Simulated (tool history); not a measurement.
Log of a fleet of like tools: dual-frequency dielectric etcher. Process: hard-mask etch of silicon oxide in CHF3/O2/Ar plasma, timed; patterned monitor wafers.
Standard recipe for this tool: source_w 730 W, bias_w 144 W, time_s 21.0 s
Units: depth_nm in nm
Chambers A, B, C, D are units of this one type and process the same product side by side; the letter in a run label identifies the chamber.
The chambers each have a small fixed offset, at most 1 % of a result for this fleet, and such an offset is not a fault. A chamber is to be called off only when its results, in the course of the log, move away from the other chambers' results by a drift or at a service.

run,day,source_w,bias_w,time_s,"read-back reference wafer on the same gauge, depth_nm",depth_nm
1C,0.254,730,144,21.0,44.898,41.334
2A,0.529,730,144,21.0,44.900,41.529
3D,0.842,730,144,21.0,44.913,41.580
4B,1.112,730,144,21.0,44.895,41.274
5B,1.288,730,144,21.0,44.895,41.186
6D,1.617,730,144,21.0,44.906,41.351
7A,1.942,730,144,21.0,44.879,41.521
8C,2.262,730,144,21.0,44.895,41.707
9B,2.571,730,144,21.0,44.885,41.351
10C,2.842,730,144,21.0,44.903,41.517
11D,3.071,730,144,17.0,44.887,33.455
12A,3.412,730,144,17.0,44.899,33.717
13C,3.679,730,144,17.0,44.879,33.603
14A,3.967,730,144,17.0,44.869,33.714
15B,4.342,730,144,25.5,44.883,50.207
16D,4.650,730,144,25.5,44.898,50.451
17D,4.942,730,144,25.5,44.911,50.310
18B,5.225,730,144,25.5,44.917,49.983
19A,5.517,730,132,21.0,44.888,40.413
20C,5.700,730,132,21.0,44.922,40.302
21B,5.908,730,132,21.0,44.884,39.782
22A,6.229,730,132,21.0,44.916,40.585
23D,6.592,730,144,21.0,44.915,41.396
24C,6.900,730,144,21.0,44.900,41.470
25C,7.075,730,144,21.0,44.907,41.587
26A,7.458,730,144,21.0,44.909,41.490
# day 7.500: chamber D: wet clean of the chamber
27B,7.675,730,144,21.0,44.886,40.514
28D,7.950,730,144,21.0,44.917,41.340
29B,8.188,730,144,21.0,44.924,40.284
30A,8.567,730,144,21.0,44.869,41.606

Does one chamber stand apart from the rest, does the shared gauge drift, or is all well apart from small per-chamber offsets? Give the chamber and the most likely cause, where there is one.

Little by little, chamber B moves away from the other chambers.
Most likely cause: etch rate under this chamber's usual, % = 2.46.
The log might look much the same if the cause were instead: source power that arrives under what is set, %.

Below are 4 candidate recipes for chamber B's next run, each the usual settings with a change, their results shown as question marks. Which of them brings B's results back in line with what the other chambers give on the usual settings?
To be in line, a result may differ from the other chambers' mean on the usual settings by at most: depth_nm 0.360 nm
31B-1,8.842,730,130,21.0,,?
31B-2,8.842,740,144,21.5,,?
31B-3,8.842,710,144,21.0,,?
31B-4,8.842,730,149,21.0,,?

The other chambers' mean on the usual settings: depth_nm 41.526 nm
run,depth_nm
31B-1,39.018
31B-2,41.470
31B-3,39.868
31B-4,40.737
31B-2 is the one that brings the chamber's results back in line with the other chambers.

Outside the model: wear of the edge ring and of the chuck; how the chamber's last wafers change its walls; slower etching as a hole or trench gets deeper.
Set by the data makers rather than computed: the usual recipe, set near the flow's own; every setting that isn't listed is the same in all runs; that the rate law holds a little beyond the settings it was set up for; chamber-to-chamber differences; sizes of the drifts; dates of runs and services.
